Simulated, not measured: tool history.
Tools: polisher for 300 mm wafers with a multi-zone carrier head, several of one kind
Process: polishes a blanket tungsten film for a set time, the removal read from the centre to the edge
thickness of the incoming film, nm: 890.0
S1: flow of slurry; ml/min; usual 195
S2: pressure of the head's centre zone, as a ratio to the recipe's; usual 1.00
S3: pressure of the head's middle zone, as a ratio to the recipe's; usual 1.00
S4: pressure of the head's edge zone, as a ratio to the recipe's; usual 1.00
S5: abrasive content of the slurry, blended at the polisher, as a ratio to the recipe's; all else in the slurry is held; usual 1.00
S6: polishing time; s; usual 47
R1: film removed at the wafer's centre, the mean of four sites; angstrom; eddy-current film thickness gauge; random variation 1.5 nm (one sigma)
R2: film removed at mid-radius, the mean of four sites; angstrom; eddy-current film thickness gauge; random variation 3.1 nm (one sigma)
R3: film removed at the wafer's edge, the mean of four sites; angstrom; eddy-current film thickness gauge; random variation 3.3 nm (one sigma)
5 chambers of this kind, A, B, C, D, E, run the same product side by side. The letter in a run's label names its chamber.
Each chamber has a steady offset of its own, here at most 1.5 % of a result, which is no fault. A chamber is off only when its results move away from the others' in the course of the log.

| run | day | S1 | S2 | S3 | S4 | S5 | S6 | R1 | R2 | R3 |
|---|---|---|---|---|---|---|---|---|---|---|
| 1C | 0.358 | 195 | 1.00 | 1.00 | 1.00 | 1.00 | 47 | 2416.8 | 2432.0 | 2438.1 |
|  | 0.521 | chamber E: slurry nozzle cleaned |
|  | 0.533 | chamber A: worn pad replaced by a new one |
| 2A | 0.783 | 195 | 1.00 | 1.00 | 1.00 | 1.00 | 47 | 2431.0 | 2433.5 | 2478.0 |
|  | 1.012 | chamber E: worn pad replaced by a new one |
| 3B | 1.229 | 195 | 1.00 | 1.00 | 1.00 | 1.00 | 47 | 2418.2 | 2394.5 | 2375.4 |
|  | 1.238 | chamber B: worn pad replaced by a new one |
| 4E | 1.542 | 195 | 1.00 | 1.00 | 1.00 | 1.00 | 47 | 2429.9 | 2401.5 | 2386.9 |
| 5D | 1.804 | 195 | 1.00 | 1.00 | 1.00 | 1.00 | 47 | 2413.4 | 2363.7 | 2427.4 |
| 6C | 2.212 | 195 | 0.96 | 1.00 | 1.00 | 0.85 | 47 | 2232.2 | 2323.4 | 2342.7 |
|  | 2.442 | chamber D: worn pad replaced by a new one |
| 7B | 2.583 | 195 | 0.96 | 1.00 | 1.00 | 0.85 | 47 | 2222.7 | 2299.0 | 2305.1 |
|  | 2.829 | chamber A: worn pad replaced by a new one |
| 8A | 2.875 | 195 | 0.96 | 1.00 | 1.00 | 0.85 | 47 | 2230.0 | 2315.9 | 2296.4 |
|  | 3.017 | chamber C: slurry nozzle cleaned |
| 9E | 3.133 | 195 | 0.96 | 1.00 | 1.00 | 0.85 | 47 | 2198.7 | 2372.1 | 2316.0 |
|  | 3.421 | chamber E: worn pad replaced by a new one |
| 10D | 3.421 | 195 | 0.96 | 1.00 | 1.00 | 0.85 | 47 | 2229.1 | 2312.3 | 2380.6 |
|  | 3.612 | chamber B: worn pad replaced by a new one |
| 11E | 3.792 | 195 | 1.00 | 1.00 | 1.00 | 1.00 | 47 | 2407.6 | 2457.9 | 2423.7 |
| 12A | 4.229 | 195 | 1.00 | 1.00 | 1.00 | 1.00 | 47 | 2420.6 | 2427.4 | 2388.8 |
| 13D | 4.567 | 195 | 1.00 | 1.00 | 1.00 | 1.00 | 47 | 2405.2 | 2390.3 | 2428.9 |
|  | 4.742 | chamber C: worn pad replaced by a new one |
| 14C | 4.817 | 195 | 1.00 | 1.00 | 1.00 | 1.00 | 47 | 2391.8 | 2401.8 | 2440.4 |
|  | 4.867 | chamber A: centre zone pressure recalibrated |
|  | 4.979 | chamber E: centre zone pressure recalibrated |
| 15B | 5.046 | 195 | 1.00 | 1.00 | 1.00 | 1.00 | 47 | 2420.8 | 2393.9 | 2453.1 |
|  | 5.221 | chamber D: worn pad replaced by a new one |
|  | 5.421 | chamber D: edge zone pressure recalibrated |
| 16D | 5.458 | 195 | 1.00 | 1.00 | 1.00 | 1.00 | 47 | 2404.9 | 2378.2 | 2387.7 |
|  | 5.608 | chamber A: worn pad replaced by a new one |
|  | 5.692 | chamber C: edge zone pressure recalibrated |
|  | 5.854 | chamber E: worn pad replaced by a new one |
| 17B | 5.892 | 195 | 1.00 | 1.00 | 1.00 | 1.00 | 47 | 2434.5 | 2419.6 | 2420.6 |
| 18E | 6.112 | 195 | 1.00 | 1.00 | 1.00 | 1.00 | 47 | 2409.0 | 2398.7 | 2368.1 |
|  | 6.117 | chamber B: worn pad replaced by a new one |
| 19A | 6.375 | 195 | 1.00 | 1.00 | 1.00 | 1.00 | 47 | 2220.4 | 2403.8 | 2390.0 |
| 20C | 6.721 | 195 | 1.00 | 1.00 | 1.00 | 1.00 | 47 | 2410.1 | 2417.2 | 2455.2 |
| 21D | 7.162 | 195 | 1.00 | 1.00 | 1.00 | 1.00 | 47 | 2387.3 | 2359.2 | 2450.0 |
| 22E | 7.483 | 195 | 1.00 | 1.00 | 1.00 | 1.00 | 47 | 2397.6 | 2429.2 | 2391.1 |
|  | 7.725 | chamber D: worn pad replaced by a new one |
| 23A | 7.875 | 195 | 1.00 | 1.00 | 1.00 | 1.00 | 47 | 2210.9 | 2426.2 | 2459.0 |
|  | 8.025 | chamber A: worn pad replaced by a new one |
| 24C | 8.196 | 230 | 1.00 | 1.00 | 1.00 | 1.00 | 40 | 2124.7 | 2142.3 | 2109.1 |
| 25B | 8.604 | 230 | 1.00 | 1.00 | 1.00 | 1.00 | 40 | 2130.1 | 2088.1 | 2103.8 |
|  | 8.608 | chamber E: worn pad replaced by a new one |
|  | 8.808 | chamber B: worn pad replaced by a new one |
| 26D | 8.971 | 230 | 1.00 | 1.00 | 1.00 | 1.00 | 40 | 2101.3 | 2083.5 | 2084.8 |
|  | 9.183 | chamber C: worn pad replaced by a new one |
| 27B | 9.279 | 230 | 1.00 | 1.00 | 1.00 | 1.00 | 40 | 2107.1 | 2057.4 | 2046.4 |
| 28C | 9.608 | 230 | 1.00 | 1.00 | 1.00 | 1.00 | 40 | 2092.9 | 2124.5 | 2114.9 |
| 29E | 9.983 | 195 | 1.00 | 1.00 | 1.08 | 1.15 | 47 | 2480.9 | 2539.3 | 2543.9 |
| 30A | 10.242 | 195 | 1.00 | 1.00 | 1.08 | 1.15 | 47 | 2298.2 | 2506.0 | 2610.6 |
|  | 10.308 | chamber D: worn pad replaced by a new one |
|  | 10.492 | chamber A: worn pad replaced by a new one |
| 31A | 10.521 | 195 | 1.00 | 1.00 | 1.08 | 1.15 | 47 | 2299.1 | 2502.1 | 2673.2 |
| 32E | 10.717 | 195 | 1.00 | 1.00 | 1.08 | 1.15 | 47 | 2497.3 | 2542.9 | 2606.1 |
|  | 10.896 | chamber E: worn pad replaced by a new one |
| 33C | 11.162 | 195 | 1.00 | 1.00 | 1.08 | 1.15 | 47 | 2513.2 | 2514.3 | 2633.1 |
| 34D | 11.600 | 195 | 1.00 | 1.04 | 1.00 | 0.85 | 47 | 2318.3 | 2379.1 | 2339.7 |
|  | 11.633 | chamber B: worn pad replaced by a new one |
| 35B | 11.917 | 195 | 1.00 | 1.04 | 1.00 | 0.85 | 47 | 2340.6 | 2466.1 | 2302.2 |
| 36D | 12.338 | 195 | 1.00 | 1.04 | 1.00 | 0.85 | 47 | 2316.4 | 2434.6 | 2362.6 |
| 37C | 12.612 | 195 | 1.00 | 1.04 | 1.00 | 0.85 | 47 | 2318.9 | 2367.4 | 2363.7 |
| 38E | 12.925 | 195 | 1.00 | 1.04 | 1.00 | 0.85 | 47 | 2294.6 | 2414.4 | 2297.6 |

All 5 chambers run these settings next. Forecast each chamber's results:
| 39A | 13.246 | 195 | 1.00 | 1.00 | 0.93 | 1.00 | 47 | ? | ? | ? |
| 39B | 13.246 | 195 | 1.00 | 1.00 | 0.93 | 1.00 | 47 | ? | ? | ? |
| 39C | 13.246 | 195 | 1.00 | 1.00 | 0.93 | 1.00 | 47 | ? | ? | ? |
| 39D | 13.246 | 195 | 1.00 | 1.00 | 0.93 | 1.00 | 47 | ? | ? | ? |
| 39E | 13.246 | 195 | 1.00 | 1.00 | 0.93 | 1.00 | 47 | ? | ? | ? |

| run | R1 | R2 | R3 |
|---|---|---|---|
| 39A | 2208.6 | 2471.8 | 2375.4 |
| 39B | 2409.0 | 2366.4 | 2272.7 |
| 39C | 2417.1 | 2449.2 | 2374.2 |
| 39D | 2378.4 | 2380.5 | 2390.0 |
| 39E | 2382.2 | 2398.3 | 2287.1 |
